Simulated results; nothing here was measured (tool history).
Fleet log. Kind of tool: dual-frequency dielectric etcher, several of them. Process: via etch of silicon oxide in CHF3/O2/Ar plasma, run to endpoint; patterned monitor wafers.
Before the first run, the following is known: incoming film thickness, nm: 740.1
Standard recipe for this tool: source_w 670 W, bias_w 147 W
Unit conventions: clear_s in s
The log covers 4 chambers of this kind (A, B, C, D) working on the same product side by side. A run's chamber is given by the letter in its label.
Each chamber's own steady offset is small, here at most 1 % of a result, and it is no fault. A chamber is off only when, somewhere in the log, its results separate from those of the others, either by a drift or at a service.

run   hour  source_w  bias_w  hours since the last wet clean  hours since the last source power generator calibration  hours since the last bias power generator calibration  clear_s
 1C    6.7       670     147                           194.4                                                    362.2                                                 1733.5   383.66
 2B   11.5       670     147                           261.7                                                     2378                                                  227.8   382.53
 3A   17.8       670     147                           104.9                                                    802.8                                                 1473.8   383.32
 4D   23.7       670     147                           450.1                                                      716                                                 3002.6   380.23
 5A     28       670     147                           115.1                                                      813                                                   1484   385.36
 6D   32.3       670     176                           458.7                                                    724.6                                                 3011.2   357.61
 7B   38.2       670     176                           288.4                                                   2404.7                                                  254.5   361.36
 8C   43.6       670     176                           231.3                                                    399.1                                                 1770.4   363.14
 9A   48.1       670     176                           135.2                                                    833.1                                                 1504.1   362.56
10B   52.9       670     147                           303.1                                                   2419.4                                                  269.2   379.86
11D   56.3       550     164                           482.7                                                    748.6                                                 3035.2   395.89
12C   62.2       550     164                           249.9                                                    417.7                                                   1789   403.04
13B   68.6       550     164                           318.8                                                   2435.1                                                  284.9   400.39
14C   74.3       550     164                             262                                                    429.8                                                 1801.1   398.48
15D   78.7       670     147                           505.1                                                      771                                                 3057.6   378.72
16A   85.3       670     147                           172.4                                                    870.3                                                 1541.3    378.7
17B   90.1       670     147                           340.3                                                   2456.6                                                  306.4   377.95
18D   94.4       600     174                           520.8                                                    786.7                                                 3073.3   371.99
19C   98.6       600     174                           286.3                                                    454.1                                                 1825.4   376.07
20A  104.4       600     174                           191.5                                                    889.4                                                 1560.4   378.21
21C  108.1       600     174                           295.8                                                    463.6                                                 1834.9   377.41
     110.5  -- chamber D: wet clean of the chamber
22A  113.1       670     147                           200.2                                                    898.1                                                 1569.1   384.78
23D  118.5       670     147                               8                                                    810.8                                                 3097.4   379.96
24B  124.9       670     147                           375.1                                                   2491.4                                                  341.2   385.51
25D  129.3       670     147                            18.8                                                    821.6                                                 3108.2   379.24
26B  132.6       670     147                           382.8                                                   2499.1                                                  348.9   382.44
27A  137.7       800     120                           224.8                                                    922.7                                                 1593.7   380.06
28C  142.2       800     120                           329.9                                                    497.7                                                   1869   383.06
29C  146.2       800     120                           333.9                                                    501.7                                                   1873   382.99
     146.3  -- chamber B: source power generator calibrated
30B  150.6       800     120                           400.8                                                      4.3                                                  366.9   379.59
31D  155.2       560     135                            44.7                                                    847.5                                                 3134.1   417.41
32A  161.8       560     135                           248.9                                                    946.8                                                 1617.8   420.88
33B  166.9       560     135                           417.1                                                     20.6                                                  383.2   419.23
34A  171.2       560     135                           258.3                                                    956.2                                                 1627.2   422.54
35D  174.5       670     147                              64                                                    866.8                                                 3153.4   380.51

What goes on in this fleet: one chamber off, a drifting gauge, or nothing beyond the chambers' own small offsets? Name the chamber and the cause, if any.

No chamber stands off beyond its own small offset, and the gauge holds steady.
